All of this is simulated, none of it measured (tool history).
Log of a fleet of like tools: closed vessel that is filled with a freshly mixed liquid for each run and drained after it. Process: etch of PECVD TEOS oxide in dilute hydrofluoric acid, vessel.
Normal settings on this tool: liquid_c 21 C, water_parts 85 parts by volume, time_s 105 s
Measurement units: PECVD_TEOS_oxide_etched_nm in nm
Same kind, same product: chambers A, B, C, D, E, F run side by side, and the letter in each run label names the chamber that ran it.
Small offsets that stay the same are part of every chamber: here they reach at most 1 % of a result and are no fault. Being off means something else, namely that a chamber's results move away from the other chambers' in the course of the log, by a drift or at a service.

run   hour  liquid_c  water_parts  time_s  read-back film thickness of the PECVD TEOS oxide reference wafer, read on the same gauge (nm)  PECVD_TEOS_oxide_etched_nm
 1F    7.3        21           85     105                                                                                         90.053                      9.8191
 2D     11        21           85     105                                                                                         90.029                       9.937
 3A   18.4        21           85     105                                                                                         89.935                      10.053
 4E   24.9        21           85     105                                                                                         90.005                      10.057
 5C   30.3        21           85     105                                                                                         89.991                      9.9128
 6B   34.1        21           85     105                                                                                         89.987                      9.9126
 7F   38.8        21           85     105                                                                                         89.991                      9.9842
 8B   44.7        21           85      85                                                                                          90.04                      8.0466
 9E   49.3        21           85      85                                                                                         90.038                      8.1238
10C   55.5        21           85      85                                                                                         90.002                      8.0798
11D   60.3        21           85      85                                                                                         90.028                      8.1001
      65.8  -- chamber D: hydrofluoric acid flow meter replaced
12A   68.2        21           85      85                                                                                         90.053                      8.1308
13E   74.8        21           85      85                                                                                         89.977                      8.0729
14F   78.9        21           85     105                                                                                         89.988                      9.9464
15C   86.6        21           85     105                                                                                         89.943                      9.9516
16B   90.2      17.5           85     105                                                                                         90.021                      8.5685
17D   96.3      17.5           85     105                                                                                         89.997                      8.7231
18A  101.2      17.5           85     105                                                                                         90.014                      8.5616
19E  106.5      17.5           85     105                                                                                         90.033                      8.6094
20D    114      17.5           85     105                                                                                         90.032                       8.799
21C  118.7      17.5           85     105                                                                                         89.983                       8.534
22B  125.6        21           85     105                                                                                         89.998                      9.9389
23F  131.9        21           85     105                                                                                         90.065                      9.8644
24A  139.8        21           85     105                                                                                         90.022                       9.995
25E  147.4        21           85     105                                                                                         89.993                      10.081
26A  152.8        21           85     155                                                                                         89.963                      14.792
27C  156.8        21           85     155                                                                                         90.016                      14.709
28F  160.8        21           85     155                                                                                         89.983                      14.603
29D  164.9        21           85     155                                                                                         89.974                      15.245
30B    171        21           85     155                                                                                         89.947                      14.648
     172.1  -- chamber A: thermometer replaced
31B  177.6        21           85     155                                                                                         90.029                       14.74
32F  181.5        21           85     105                                                                                         89.927                      9.8395
33A  187.9        21           85      50                                                                                         90.002                      4.7562
34C  192.9        21           85      50                                                                                         90.042                      4.7866
35E  200.8        21           85      50                                                                                         89.984                       4.779
36D  208.6        21           85      50                                                                                         89.988                      5.0081
37D  213.1        21           85      50                                                                                         90.001                      5.0168

Next, every chamber runs the same settings. What will each give?
38A  218.8        21           85     105                                                                                                                          ?
38B  218.8        21           85     105                                                                                                                          ?
38C  218.8        21           85     105                                                                                                                          ?
38D  218.8        21           85     105                                                                                                                          ?
38E  218.8        21           85     105                                                                                                                          ?
38F  218.8        21           85     105                                                                                                                          ?

run  PECVD_TEOS_oxide_etched_nm
38A                          10
38B                      9.8443
38C                      9.9488
38D                      10.425
38E                      10.027
38F                      9.8463
